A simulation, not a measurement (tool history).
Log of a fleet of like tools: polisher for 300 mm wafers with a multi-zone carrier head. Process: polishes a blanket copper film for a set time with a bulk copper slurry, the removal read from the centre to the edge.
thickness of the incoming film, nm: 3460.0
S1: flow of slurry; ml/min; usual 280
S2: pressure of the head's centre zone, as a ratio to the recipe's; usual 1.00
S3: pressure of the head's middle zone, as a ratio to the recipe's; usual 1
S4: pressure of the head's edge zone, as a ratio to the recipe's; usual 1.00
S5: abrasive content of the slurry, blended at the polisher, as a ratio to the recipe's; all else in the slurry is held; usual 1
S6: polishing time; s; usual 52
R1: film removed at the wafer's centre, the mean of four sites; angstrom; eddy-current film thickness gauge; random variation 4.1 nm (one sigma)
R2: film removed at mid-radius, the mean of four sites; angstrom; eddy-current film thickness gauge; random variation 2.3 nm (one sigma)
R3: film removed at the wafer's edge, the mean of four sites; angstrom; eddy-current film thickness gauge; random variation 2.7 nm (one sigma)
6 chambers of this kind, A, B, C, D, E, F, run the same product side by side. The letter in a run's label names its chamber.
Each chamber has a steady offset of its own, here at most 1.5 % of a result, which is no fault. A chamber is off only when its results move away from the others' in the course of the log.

Run 1A, hour 11.5: usual settings. Result: R1 3298.8 angstrom, R2 3457.6 angstrom, R3 3399.7 angstrom.
At hour 12.3: chamber F: worn pad replaced by a new one.
Run 2C, hour 24.0: usual settings. Result: R1 3360.8 angstrom, R2 3412.2 angstrom, R3 3388.8 angstrom.
At hour 25.6: chamber B: centre zone pressure recalibrated.
At hour 27.1: chamber C: worn pad replaced by a new one.
Run 3F, hour 33.2: usual settings. Result: R1 3465.5 angstrom, R2 3403.6 angstrom, R3 3370.0 angstrom.
Run 4D, hour 39.5: usual settings. Result: R1 3431.1 angstrom, R2 3385.9 angstrom, R3 3356.2 angstrom.
Run 5B, hour 47.0: usual settings. Result: R1 3408.9 angstrom, R2 3420.4 angstrom, R3 3410.2 angstrom.
At hour 56.1: chamber E: worn pad replaced by a new one.
Run 6E, hour 56.2: usual settings. Result: R1 3405.1 angstrom, R2 3400.8 angstrom, R3 3343.1 angstrom.
At hour 58.0: chamber D: worn pad replaced by a new one.
At hour 61.7: chamber B: slurry nozzle cleaned.
Run 7C, hour 64.0: usual settings. Result: R1 3414.3 angstrom, R2 3420.3 angstrom, R3 3401.8 angstrom.
Run 8B, hour 76.3: usual settings. Result: R1 3416.1 angstrom, R2 3414.7 angstrom, R3 3430.9 angstrom.
Run 9F, hour 82.6: usual settings. Result: R1 3471.8 angstrom, R2 3410.6 angstrom, R3 3348.4 angstrom.
Run 10D, hour 94.3: usual settings. Result: R1 3379.8 angstrom, R2 3392.6 angstrom, R3 3354.6 angstrom.
At hour 95.2: chamber B: worn pad replaced by a new one.
At hour 98.1: chamber E: edge zone pressure recalibrated.
At hour 99.3: chamber C: worn pad replaced by a new one.
At hour 101.0: chamber C: slurry nozzle cleaned.
At hour 101.3: chamber A: worn pad replaced by a new one.
Run 11E, hour 102.0: usual settings. Result: R1 3438.7 angstrom, R2 3405.3 angstrom, R3 3374.5 angstrom.
Run 12A, hour 109.2: usual settings. Result: R1 3397.3 angstrom, R2 3443.7 angstrom, R3 3406.1 angstrom.
Run 13F, hour 122.2: usual settings. Result: R1 3454.5 angstrom, R2 3424.3 angstrom, R3 3348.1 angstrom.
At hour 122.3: chamber F: worn pad replaced by a new one.
Run 14D, hour 134.7: usual settings. Result: R1 3433.7 angstrom, R2 3392.0 angstrom, R3 3417.7 angstrom.
Run 15C, hour 143.0: usual settings but S2 0.91, S4 0.95. Result: R1 3094.9 angstrom, R2 3423.4 angstrom, R3 3297.8 angstrom.
Run 16A, hour 151.1: usual settings but S2 0.91, S4 0.95. Result: R1 3063.5 angstrom, R2 3441.1 angstrom, R3 3298.9 angstrom.
At hour 153.6: chamber A: slurry nozzle cleaned.
Run 17E, hour 158.7: usual settings but S2 0.91, S4 0.95. Result: R1 3053.8 angstrom, R2 3424.1 angstrom, R3 3334.8 angstrom.
At hour 160.8: chamber E: worn pad replaced by a new one.
At hour 162.9: chamber D: worn pad replaced by a new one.
At hour 168.8: chamber F: edge zone pressure recalibrated.
Run 18B, hour 171.2: usual settings but S2 0.91, S4 0.95. Result: R1 3064.3 angstrom, R2 3391.0 angstrom, R3 3371.1 angstrom.
At hour 177.3: chamber C: worn pad replaced by a new one.
Run 19D, hour 178.0: usual settings but S2 0.91, S4 0.95. Result: R1 3082.2 angstrom, R2 3493.0 angstrom, R3 3339.9 angstrom.
Run 20A, hour 186.0: usual settings but S2 0.91, S4 0.95. Result: R1 3102.7 angstrom, R2 3433.6 angstrom, R3 3314.1 angstrom.
At hour 192.3: chamber B: edge zone pressure recalibrated.
Run 21B, hour 194.3: usual settings. Result: R1 3410.8 angstrom, R2 3351.1 angstrom, R3 3446.6 angstrom.
At hour 201.4: chamber B: worn pad replaced by a new one.
Run 22C, hour 201.5: usual settings. Result: R1 3392.5 angstrom, R2 3449.4 angstrom, R3 3344.1 angstrom.
Run 23E, hour 212.4: usual settings. Result: R1 3398.6 angstrom, R2 3384.7 angstrom, R3 3333.4 angstrom.
Run 24F, hour 225.1: usual settings but S6 68 s. Result: R1 4444.0 angstrom, R2 4441.9 angstrom, R3 4421.8 angstrom.
At hour 228.0: chamber A: worn pad replaced by a new one.
Run 25A, hour 233.1: usual settings but S6 68 s. Result: R1 4669.0 angstrom, R2 4502.9 angstrom, R3 4474.5 angstrom.
At hour 243.1: chamber F: worn pad replaced by a new one.
Run 26E, hour 246.9: usual settings but S6 68 s. Result: R1 4469.5 angstrom, R2 4472.3 angstrom, R3 4438.5 angstrom.
At hour 248.2: chamber C: worn pad replaced by a new one.
Run 27F, hour 253.3: usual settings but S6 68 s. Result: R1 4542.5 angstrom, R2 4493.0 angstrom, R3 4395.0 angstrom.
Run 28C, hour 266.1: usual settings but S6 68 s. Result: R1 4354.1 angstrom, R2 4458.5 angstrom, R3 4483.2 angstrom.
Run 29D, hour 274.4: usual settings but S6 68 s. Result: R1 4480.7 angstrom, R2 4497.2 angstrom, R3 4409.6 angstrom.
Run 30B, hour 280.7: usual settings. Result: R1 3403.3 angstrom, R2 3382.4 angstrom, R3 3437.0 angstrom.
At hour 286.3: chamber E: worn pad replaced by a new one.
At hour 287.5: chamber D: worn pad replaced by a new one.
Run 31A, hour 293.3: usual settings. Result: R1 3595.2 angstrom, R2 3405.4 angstrom, R3 3397.9 angstrom.
At hour 305.3: chamber B: worn pad replaced by a new one.
Run 32C, hour 305.7: usual settings. Result: R1 3422.5 angstrom, R2 3441.8 angstrom, R3 3356.7 angstrom.
Run 33D, hour 317.2: usual settings. Result: R1 3429.5 angstrom, R2 3438.4 angstrom, R3 3428.7 angstrom.
Run 34B, hour 325.2: usual settings. Result: R1 3367.3 angstrom, R2 3382.9 angstrom, R3 3493.9 angstrom.
At hour 328.1: chamber C: worn pad replaced by a new one.
Run 35E, hour 336.6: usual settings. Result: R1 3404.7 angstrom, R2 3451.7 angstrom, R3 3407.5 angstrom.
Run 36F, hour 350.3: usual settings. Result: R1 3404.1 angstrom, R2 3429.8 angstrom, R3 3364.8 angstrom.
Run 37C, hour 360.3: usual settings. Result: R1 3455.5 angstrom, R2 3464.5 angstrom, R3 3390.3 angstrom.
Run 38B, hour 370.4: usual settings. Result: R1 3472.6 angstrom, R2 3441.7 angstrom, R3 3423.8 angstrom.

Is one chamber off against the others, does the gauge drift, or is nothing wrong? If a chamber is off, say which, and what the likeliest cause is.

Chamber A drifts away from the others.
Cause: centre zone's pressure above its setpoint, % = 10.8.

Here are 4 candidates for chamber A's next run, each the usual settings with a change, their results left as question marks. Which one brings its results back in line with what the others give on the usual settings?
In line means no further than this from the other chambers' mean on the usual settings: R1 140.0 angstrom; R2 82.0 angstrom; R3 94.0 angstrom
Run 39A-1, hour 380.7: usual settings but S1 285 ml/min, S2 1.08, S3 0.99, S4 0.97, S6 53 s. Result: R1 ?, R2 ?, R3 ?.
Run 39A-2, hour 380.7: usual settings but S1 270 ml/min, S2 0.85, S3 1.02, S4 1.06, S6 50 s. Result: R1 ?, R2 ?, R3 ?.
Run 39A-3, hour 380.7: usual settings but S1 295 ml/min, S2 1.17, S3 0.98, S4 0.94, S6 54 s. Result: R1 ?, R2 ?, R3 ?.
Run 39A-4, hour 380.7: usual settings but S1 275 ml/min, S2 0.92, S3 1.01, S4 1.03, S6 51 s. Result: R1 ?, R2 ?, R3 ?.

The other chambers' mean on the usual settings: R1 3421.6 angstrom; R2 3413.2 angstrom; R3 3397.6 angstrom
  run      R1      R2      R3
39A-1  4188.0  3488.9  3422.1
39A-2  3023.0  3368.4  3366.3
39A-3  4669.1  3532.2  3440.8
39A-4  3371.2  3410.0  3387.1
39A-4 brings the chamber back in line.

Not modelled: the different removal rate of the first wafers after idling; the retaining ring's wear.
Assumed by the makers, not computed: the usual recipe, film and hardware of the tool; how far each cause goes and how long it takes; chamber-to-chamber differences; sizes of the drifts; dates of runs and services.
